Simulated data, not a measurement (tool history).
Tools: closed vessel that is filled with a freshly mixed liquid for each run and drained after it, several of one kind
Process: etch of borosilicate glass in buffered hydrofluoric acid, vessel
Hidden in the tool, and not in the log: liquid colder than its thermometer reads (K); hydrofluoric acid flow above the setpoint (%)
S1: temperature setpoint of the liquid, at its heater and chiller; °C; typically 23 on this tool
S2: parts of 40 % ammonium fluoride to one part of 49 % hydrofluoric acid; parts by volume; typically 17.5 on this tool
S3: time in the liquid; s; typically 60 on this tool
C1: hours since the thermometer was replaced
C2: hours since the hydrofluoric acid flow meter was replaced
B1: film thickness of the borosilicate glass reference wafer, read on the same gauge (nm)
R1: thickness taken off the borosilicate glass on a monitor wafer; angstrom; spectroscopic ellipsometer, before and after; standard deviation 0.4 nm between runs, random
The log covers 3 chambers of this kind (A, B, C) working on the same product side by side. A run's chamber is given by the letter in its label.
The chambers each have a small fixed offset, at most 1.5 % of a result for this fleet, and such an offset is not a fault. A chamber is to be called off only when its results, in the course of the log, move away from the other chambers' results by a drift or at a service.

run,day,S1,S2,S3,C1,C2,B1,R1
1B,0.212,23,17.5,60,84,506.2,89.981,412.44
2A,0.496,23,17.5,60,138,756.9,90.033,408.49
3C,0.646,23,17.5,60,708.6,317.3,90.019,401.93
4B,0.925,23,17.5,60,101.1,523.3,90.04,417.22
5C,1.075,23,17.5,60,718.9,327.6,90.022,403.74
6A,1.246,23,17.5,60,156,774.9,90.013,409.8
7B,1.446,23,17.5,60,113.6,535.8,89.993,413.71
8C,1.638,19.5,17.5,75,732.4,341.1,90.018,415.48
9A,1.825,19.5,17.5,75,169.9,788.8,90.012,423.27
10C,1.967,19.5,17.5,75,740.3,349,90.025,410.7
11B,2.104,23,17.5,60,129.4,551.6,90.01,407.09
12A,2.392,23,17.5,60,183.5,802.4,90.012,413.93
13A,2.692,23,17.5,60,190.7,809.6,90.006,412.02
14B,2.879,23,17.5,60,148,570.2,90.028,416.84
15C,3.179,23,17.5,60,769.4,378.1,90.018,404.79
16C,3.442,23,17.5,60,775.7,384.4,90.013,407.01
17A,3.596,23,17.5,60,212.4,831.3,90.05,419.3
18B,3.9,23,17.5,50,172.5,594.7,90.007,342.99
19C,4.117,23,17.5,50,791.9,400.6,90.015,333.71
20A,4.404,23,17.5,50,231.8,850.7,89.973,354.04
# day 4.592: chamber C: hydrofluoric acid flow meter replaced
21B,4.6,23,17.5,60,189.3,611.5,89.978,415.53
22C,4.808,23,17.5,60,808.5,5.3,90.008,411.84
23B,4.962,25.5,13,60,198,620.2,90.003,636.18
24A,5.204,25.5,13,60,251,869.9,89.986,664.23
25C,5.521,25.5,13,60,825.6,22.4,89.992,614.88
26B,5.667,23,17.5,60,214.9,637.1,89.997,403.92
27A,5.817,23,17.5,60,265.7,884.6,89.996,430.22
28B,5.971,23,17.5,60,222.2,644.4,89.973,418.19
29C,6.179,23,17.5,60,841.4,38.2,89.995,395.08

All chambers now run identical settings, listed one chamber a line with results as question marks. What results will each chamber show?
30A,6.404,23,17.5,60,,,,?
30B,6.404,23,17.5,60,,,,?
30C,6.404,23,17.5,60,,,,?

run,R1
30A,437.59
30B,411.81
30C,405.37

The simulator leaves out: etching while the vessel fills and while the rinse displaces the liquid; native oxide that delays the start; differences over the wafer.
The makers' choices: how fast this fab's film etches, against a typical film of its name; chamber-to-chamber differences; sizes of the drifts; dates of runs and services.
